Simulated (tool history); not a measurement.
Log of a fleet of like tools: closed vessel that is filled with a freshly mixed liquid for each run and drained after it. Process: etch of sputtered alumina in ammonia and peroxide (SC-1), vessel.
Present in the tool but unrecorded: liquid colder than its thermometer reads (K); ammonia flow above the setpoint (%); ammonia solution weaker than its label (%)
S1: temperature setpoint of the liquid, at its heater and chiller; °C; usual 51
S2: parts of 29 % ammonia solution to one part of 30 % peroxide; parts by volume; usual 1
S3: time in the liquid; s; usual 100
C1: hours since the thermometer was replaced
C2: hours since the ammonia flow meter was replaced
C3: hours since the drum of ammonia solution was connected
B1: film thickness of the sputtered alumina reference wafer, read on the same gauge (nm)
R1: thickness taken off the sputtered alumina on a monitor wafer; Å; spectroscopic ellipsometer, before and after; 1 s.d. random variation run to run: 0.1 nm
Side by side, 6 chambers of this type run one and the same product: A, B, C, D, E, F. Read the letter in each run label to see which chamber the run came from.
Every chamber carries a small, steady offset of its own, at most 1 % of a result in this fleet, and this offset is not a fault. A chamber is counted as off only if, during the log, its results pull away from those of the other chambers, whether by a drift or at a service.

run,hour,S1,S2,S3,C1,C2,C3,B1,R1
1A,8.8,51,1,100,1841.8,620.3,593.2,50.004,103
2D,15.8,51,1,100,384.2,651.1,436,49.96,102.03
3E,21.1,51,1,100,1631.9,546.6,169.8,49.97,102.8
4B,30.5,51,1,100,1063.2,1272.3,133.2,50.004,104.47
5C,39,51,1,100,1500.7,2043.6,306.9,50.01,103.23
6F,44.8,54.5,1,80,1736,518.8,395.3,49.983,98.597
# hour 48.4: chamber E: new drum of ammonia solution connected
7F,49.5,54.5,1,80,1740.7,523.5,400,50.019,98.946
8E,56.1,54.5,1,80,1666.9,581.6,7.7,50.031,99.974
9A,63.8,54.5,1,80,1896.8,675.3,648.2,50.015,100.79
10B,72.9,54.5,1,80,1105.6,1314.7,175.6,50.028,100.91
11D,78.5,54.5,1,80,446.9,713.8,498.7,49.998,100.45
12C,84.1,51,1,100,1545.8,2088.7,352,50.001,105.71
13B,89.7,51,1,100,1122.4,1331.5,192.4,50.001,103
14C,94.4,51,1,100,1556.1,2099,362.3,49.979,104.68
# hour 97.6: chamber E: ammonia flow meter replaced
15D,103.3,51,1,100,471.7,738.6,523.5,50.013,101.61
16F,112.2,51,1,100,1803.4,586.2,462.7,49.997,104.27
17A,119.5,51,1,100,1952.5,731,703.9,50,103.89
18E,124.2,51,1,100,1735,26.6,75.8,49.976,102.05
19C,129.7,51,1,100,1591.4,2134.3,397.6,50.006,101.56
20E,136.3,51,1,100,1747.1,38.7,87.9,50.001,103.73
# hour 137.7: chamber B: new drum of ammonia solution connected
# hour 142.8: chamber A: new drum of ammonia solution connected
21D,145.5,51,1,100,513.9,780.8,565.7,49.975,102.79
# hour 150.1: chamber C: ammonia flow meter replaced
22F,150.4,51,1,100,1841.6,624.4,500.9,50.008,101.97
23A,154.9,60,1,45,1987.9,766.4,12.2,49.99,74.717
24B,159.9,60,1,45,1192.6,1401.7,22.2,50.008,75.108
25C,164.1,60,1,45,1625.8,14,432,49.986,71.808
26D,170,60,1,45,538.4,805.3,590.2,50.042,75.144
27F,179.2,60,1,45,1870.4,653.2,529.7,49.99,76.314
28B,185.9,60,1,45,1218.6,1427.7,48.2,50.022,74.804
29A,190.1,51,1,100,2023.1,801.6,47.4,49.991,103.97
30E,197.1,51,1,100,1807.9,99.5,148.7,50.005,103.42
31C,203.5,51,1,100,1665.2,53.4,471.4,49.977,96.902
32A,211.3,51,1,100,2044.3,822.8,68.6,49.986,104.43
33B,216.7,51,1,100,1249.4,1458.5,79,50.034,105.07
34E,223.7,51,1,100,1834.5,126.1,175.3,50.002,101.58
35F,230.2,51,1,100,1921.4,704.2,580.7,50,103.01
36D,234.7,51,1,100,603.1,870,654.9,50.004,104.27
37F,240.5,51,1,100,1931.7,714.5,591,50.012,104.51
38D,248.6,51,1,100,617,883.9,668.8,49.995,102.83
39C,253.5,51,1,100,1715.2,103.4,521.4,50.04,94.874
40E,259.5,51,1,100,1870.3,161.9,211.1,50,104.25
41B,265.1,51,1,100,1297.8,1506.9,127.4,49.962,103.06

Which is it: a chamber that has drifted or been left off by a service, a gauge drift common to all chambers, or only each chamber's usual small offset? If a chamber is off, name it and its likeliest cause.

One chamber, C, drifts off from the rest bit by bit.
Cause: liquid colder than its thermometer reads (K) = 1.89.

Which of the 4 candidates below, each the usual settings with something changed and its results left as question marks, puts chamber C back in line with what the other chambers give on the usual settings?
Allowed miss from the other chambers' usual-settings mean, per result, to count as in line: R1 3.6 Å
42C-1,271.8,52,1,105,,,,,?
42C-2,271.8,51.5,1,100,,,,,?
42C-3,271.8,50.5,1,100,,,,,?
42C-4,271.8,50,1,95,,,,,?

Mean of the other chambers on the usual settings: R1 103.27 Å
run,R1
42C-1,103.73
42C-2,96.158
42C-3,91.033
42C-4,84.11
42C-1 brings the chamber back in line.

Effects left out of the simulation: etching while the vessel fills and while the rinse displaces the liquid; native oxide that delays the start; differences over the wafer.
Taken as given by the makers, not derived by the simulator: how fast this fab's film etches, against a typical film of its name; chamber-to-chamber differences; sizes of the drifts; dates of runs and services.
